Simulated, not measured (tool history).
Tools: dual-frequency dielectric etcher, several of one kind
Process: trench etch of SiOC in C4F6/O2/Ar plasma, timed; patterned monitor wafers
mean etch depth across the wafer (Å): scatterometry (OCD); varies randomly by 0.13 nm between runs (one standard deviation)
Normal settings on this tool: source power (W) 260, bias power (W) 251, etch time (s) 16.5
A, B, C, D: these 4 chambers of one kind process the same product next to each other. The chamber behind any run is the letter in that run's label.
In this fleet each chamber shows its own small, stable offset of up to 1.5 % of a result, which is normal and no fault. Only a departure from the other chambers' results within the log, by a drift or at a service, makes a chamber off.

run	hour	source power (W)	bias power (W)	etch time (s)	read-back reference wafer on the same gauge, depth_nm	mean etch depth across the wafer (Å)
1C	5	260	251	16.5	37.631	325.26
2B	9.2	260	251	16.5	37.6	325.45
3D	14.4	260	251	16.5	37.592	329.23
4A	16.8	260	251	16.5	37.619	321.81
5B	21	260	251	16.5	37.633	327.8
6C	25.8	260	251	16.5	37.588	322.62
7A	28.9	260	251	16.5	37.635	321.64
8D	31.6	260	251	16.5	37.554	328.09
9D	36.5	260	251	21.5	37.587	426.9
10C	40.2	260	251	21.5	37.601	421.88
11B	43.3	260	251	21.5	37.58	426.86
12A	46.9	260	251	21.5	37.579	420.49
13B	50.7	260	251	16.5	37.583	326.05
14A	55.4	260	251	16.5	37.656	323.73
15D	60.5	260	251	16.5	37.597	328.42
16C	65	260	251	16.5	37.562	327.09
17A	68.4	260	251	16.5	37.579	323
# hour 70.3: chamber C: wet clean of the chamber
18B	73	260	251	16.5	37.569	327.15
19C	76.1	260	251	16.5	37.602	335.6
20D	81	260	251	16.5	37.638	326.81
21B	84.4	260	251	16.5	37.557	328.73
22A	89.4	260	251	16.5	37.601	320.7
23D	91.9	260	251	16.5	37.584	327.65
24C	95.2	260	251	16.5	37.592	337.73
25C	100.6	260	251	16.5	37.609	336.13
26D	104.9	260	212	11.5	37.596	215.94
27A	108.5	260	212	11.5	37.578	213.09
28B	111.7	260	212	11.5	37.629	214.88
29D	114.2	260	212	11.5	37.641	216.57
30A	119.1	260	251	16.5	37.594	321.57
31C	122.5	260	251	16.5	37.599	334.49
32B	125.8	260	251	16.5	37.604	326.26
33C	129.3	260	251	16.5	37.574	336.19
34A	132.7	260	211	16.5	37.606	304.01
35D	135.9	260	211	16.5	37.59	309.59
36B	138.3	260	211	16.5	37.625	308
37D	143.3	260	211	16.5	37.585	310.29
38C	146.2	260	251	16.5	37.629	336.8
39B	150	260	251	16.5	37.615	326.06
40A	153.5	260	251	16.5	37.617	322.6
41B	156.7	260	251	16.5	37.595	328.43
42A	161.8	210	251	16.5	37.595	297.48
43C	164.9	210	251	16.5	37.613	309.48

Which is it: a chamber that has drifted or been left off by a service, a gauge drift common to all chambers, or only each chamber's usual small offset? If a chamber is off, name it and its likeliest cause.

A service on chamber C put it out of line with the rest.
What lies behind it: etch rate over this chamber's usual, % = 3.56.

Below are 4 candidate recipes for chamber C's next run, each the usual settings with a change, their results shown as question marks. Which of them brings C's results back in line with what the other chambers give on the usual settings?
A result is in line if it is within this distance of the other chambers' mean on the usual settings: mean etch depth across the wafer (Å) 4.5
44C-1	168.8	260	253	17		?
44C-2	168.8	260	254	16.5		?
44C-3	168.8	240	251	16.5		?
44C-4	168.8	260	246	16.5		?

Average result of the remaining chambers running the usual settings: mean etch depth across the wafer (Å) 325.73
run	mean etch depth across the wafer (Å)
44C-1	346.82
44C-2	337.08
44C-3	325.55
44C-4	333.37
Change 44C-3 lands the chamber within the allowed miss of the other chambers.

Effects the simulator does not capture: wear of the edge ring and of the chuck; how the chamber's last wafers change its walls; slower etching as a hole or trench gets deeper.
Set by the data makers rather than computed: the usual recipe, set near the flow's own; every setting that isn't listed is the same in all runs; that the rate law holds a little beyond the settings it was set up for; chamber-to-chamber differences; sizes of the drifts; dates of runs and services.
